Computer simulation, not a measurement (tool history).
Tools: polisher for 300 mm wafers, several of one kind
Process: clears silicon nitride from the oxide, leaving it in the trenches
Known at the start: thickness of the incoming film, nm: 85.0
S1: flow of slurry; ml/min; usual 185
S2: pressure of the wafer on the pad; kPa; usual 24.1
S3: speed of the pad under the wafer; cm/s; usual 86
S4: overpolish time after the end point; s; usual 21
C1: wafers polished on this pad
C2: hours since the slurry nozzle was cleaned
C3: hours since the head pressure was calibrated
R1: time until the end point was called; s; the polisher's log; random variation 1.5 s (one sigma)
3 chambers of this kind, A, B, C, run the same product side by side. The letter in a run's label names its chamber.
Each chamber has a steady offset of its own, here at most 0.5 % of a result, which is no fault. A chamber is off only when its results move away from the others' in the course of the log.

run,hour,S1,S2,S3,S4,C1,C2,C3,R1
1C,7.2,185,24.1,86,21,535,173.5,978.9,81.839
# hour 11.3: chamber B: head pressure recalibrated
2A,14.4,185,24.1,86,21,104,381.5,562.9,84.359
3B,27.5,185,24.1,86,21,807,385.9,16.3,78.112
# hour 29.5: chamber B: worn pad replaced by a new one
4A,35.6,185,24.1,86,21,245,402.7,584.1,82.322
5C,44.4,185,24.1,86,21,783,210.7,1016.1,80.738
6B,52.9,185,24.1,86,21,156,411.3,41.7,83.026
7B,59.9,185,24.1,86,21,203,418.3,48.7,81.566
8A,67.0,185,24.1,86,21,455,434.1,615.5,82.837
9C,76.8,185,24.1,86,21,999,243.1,1048.5,81.846
10A,86.6,185,24.1,86,21,586,453.7,635.1,83.220
# hour 92.1: chamber C: worn pad replaced by a new one
11C,98.7,185,24.1,86,21,44,265.0,1070.4,81.634
# hour 106.9: chamber A: worn pad replaced by a new one
12B,112.1,185,24.1,86,21,551,470.5,100.9,84.267
13A,119.9,185,24.1,86,21,87,487.0,668.4,80.342
14B,130.3,150,24.1,86,31,672,488.7,119.1,85.364
15C,140.4,150,24.1,86,31,322,306.7,1112.1,84.025
# hour 148.7: chamber B: slurry nozzle cleaned
16A,151.6,150,24.1,86,31,298,518.7,700.1,81.360
# hour 162.2: chamber B: worn pad replaced by a new one
17C,162.8,185,24.1,86,21,471,329.1,1134.5,79.199
18B,174.6,185,24.1,76,21,83,26.0,163.4,93.037
19C,181.2,185,24.1,76,21,594,347.5,1152.9,93.923
20A,189.4,185,24.1,76,21,550,556.5,737.9,94.262
# hour 190.3: chamber C: slurry nozzle cleaned
21B,197.5,185,24.1,86,28,235,48.9,186.3,81.846
22B,207.2,185,24.1,86,28,300,58.6,196.0,81.386
23C,219.8,185,24.1,86,28,851,29.5,1191.5,84.657
# hour 221.3: chamber A: worn pad replaced by a new one
24A,232.3,185,24.1,86,21,73,599.4,780.8,81.174
25B,241.4,185,24.1,86,21,528,92.8,230.2,83.465
# hour 242.7: chamber C: worn pad replaced by a new one
26A,254.0,185,24.1,86,21,218,621.1,802.5,83.127
27C,264.6,185,24.1,98,13,146,74.3,1236.3,71.453
28B,275.7,185,24.1,98,13,757,127.1,264.5,72.794

What goes on in this fleet: one chamber off, a drifting gauge, or nothing beyond the chambers' own small offsets? Name the chamber and the cause, if any.

No chamber stands off beyond its own small offset, and the gauge holds steady.

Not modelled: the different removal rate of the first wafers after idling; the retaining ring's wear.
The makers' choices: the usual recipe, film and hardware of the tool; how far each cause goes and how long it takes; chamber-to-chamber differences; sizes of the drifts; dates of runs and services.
